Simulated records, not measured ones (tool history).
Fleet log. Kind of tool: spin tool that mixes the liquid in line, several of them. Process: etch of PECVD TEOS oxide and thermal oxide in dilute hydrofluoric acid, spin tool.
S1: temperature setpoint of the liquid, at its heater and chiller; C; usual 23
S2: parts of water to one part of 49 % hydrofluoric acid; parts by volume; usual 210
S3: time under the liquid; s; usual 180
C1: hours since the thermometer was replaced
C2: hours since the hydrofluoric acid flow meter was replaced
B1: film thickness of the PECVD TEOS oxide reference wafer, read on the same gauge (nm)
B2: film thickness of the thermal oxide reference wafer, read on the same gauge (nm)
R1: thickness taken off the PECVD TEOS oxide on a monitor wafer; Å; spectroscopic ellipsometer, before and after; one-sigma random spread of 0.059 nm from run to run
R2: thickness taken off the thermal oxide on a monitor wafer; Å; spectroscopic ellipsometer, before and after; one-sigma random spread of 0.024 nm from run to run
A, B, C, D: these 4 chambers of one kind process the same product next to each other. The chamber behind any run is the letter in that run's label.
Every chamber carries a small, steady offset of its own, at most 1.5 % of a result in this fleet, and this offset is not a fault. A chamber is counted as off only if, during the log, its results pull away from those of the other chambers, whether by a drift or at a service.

run	hour	S1	S2	S3	C1	C2	B1	B2	R1	R2
1B	10.3	23	210	180	741.8	675.3	40.019	150.05	61.52	37.546
2C	16.5	23	210	180	2801.1	1015.8	40.002	149.96	61.857	36.992
3D	21.1	23	210	180	406.5	164.5	40	150.02	62.563	36.907
4A	29.1	23	210	180	555.2	72.5	39.935	150	62.814	37.634
5C	35.1	23	170	145	2819.7	1034.4	40.024	149.99	62.849	38.492
6B	43.6	23	170	145	775.1	708.6	40.003	150.03	63.707	39.142
7D	49.8	23	170	145	435.2	193.2	40.005	150	66.019	38.135
8A	59.1	23	170	145	585.2	102.5	40.014	149.98	64.922	39.074
9C	68.1	23	210	180	2852.7	1067.4	39.976	150.06	62.154	37.387
10A	73.4	23	210	180	599.5	116.8	40.01	150	61.625	37.44
11D	78.4	23	210	180	463.8	221.8	40.044	149.97	63.021	36.822
12B	84.8	23	210	180	816.3	749.8	39.946	150.01	62.752	38.445
13B	89.6	23	210	180	821.1	754.6	40.011	149.98	63.89	38.087
14A	94.2	27.5	210	85	620.3	137.6	39.989	149.92	35.233	20.964
15C	102.5	27.5	210	85	2887.1	1101.8	40.008	150.02	34.381	20.632
16D	108.9	27.5	210	85	494.3	252.3	40.038	149.96	35.119	20.577
17A	118.5	27.5	210	85	644.6	161.9	39.997	150.02	34.963	20.98
18D	124.2	23	210	270	509.6	267.6	40.022	150.04	93.736	55.418
19C	131.6	23	210	270	2916.2	1130.9	39.958	150.02	92.484	56.135
20B	141.1	23	210	270	872.6	806.1	39.967	149.99	96.817	59.065
21C	149.3	23	210	270	2933.9	1148.6	40.005	150.01	90.795	55.892
22D	155.6	23	210	180	541	299	40.024	150.03	63.659	37.149
23B	163.8	23	210	180	895.3	828.8	40.006	149.95	65.419	39.628
# hour 168.7: chamber C: thermometer replaced
24A	172.4	23	210	180	698.5	215.8	40.013	150	63.313	37.659
25A	181.8	23	210	180	707.9	225.2	40.011	150	63.365	37.628
26D	189.6	23	210	180	575	333	39.973	150.01	63.476	36.801
27B	194.1	23	210	180	925.6	859.1	40.004	150.02	67.319	40.493
28C	201.7	23	210	180	33.1	1201	39.957	150.02	61.678	37.447
29C	208.2	20.5	165	180	39.6	1207.5	40.022	150.02	74.115	45.39
30A	216.8	20.5	165	180	742.9	260.2	40.002	149.95	77.013	46.331
31D	221.4	20.5	165	180	606.8	364.8	39.965	149.98	75.609	44.959
32B	226.2	20.5	165	180	957.7	891.2	40.019	150.05	81.117	49.686
33A	231.5	23	210	180	757.6	274.9	40.018	150	61.874	37.65
34B	240	23	210	180	971.5	905	40.045	150.01	68.206	41.377
35C	246.2	23	210	180	77.6	1245.5	39.988	150	61.393	37.756
36D	252	23	210	180	637.4	395.4	39.99	150.02	62.774	37.039
37B	256.6	23	210	180	988.1	921.6	40.023	150.03	69.143	41.524
38C	262.4	23	210	180	93.8	1261.7	39.995	149.93	61.863	37.014
39D	270.7	23	210	180	656.1	414.1	40.008	149.97	62.533	37.313

Which is it: a chamber that has drifted or been left off by a service, a gauge drift common to all chambers, or only each chamber's usual small offset? If a chamber is off, name it and its likeliest cause.

Chamber B drifts away from the others.
Cause: hydrofluoric acid flow above the setpoint (%) = 10.3.

Here are 4 candidates for chamber B's next run, each the usual settings with a change, their results left as question marks. Which one brings its results back in line with what the others give on the usual settings?
In line means no further than this from the other chambers' mean on the usual settings: R1 2.1 Å; R2 0.85 Å
40B-1	278	23	215	175					?	?
40B-2	278	23	200	190					?	?
40B-3	278	23	220	170					?	?
40B-4	278	23	205	185					?	?

Usual-settings mean across the other chambers: R1 62.308 Å; R2 37.309 Å
run	R1	R2
40B-1	65.376	39.726
40B-2	77.48	47.081
40B-3	61.753	37.524
40B-4	73.222	44.494
The answer is 40B-3, which returns the chamber to within the allowed miss of the others.
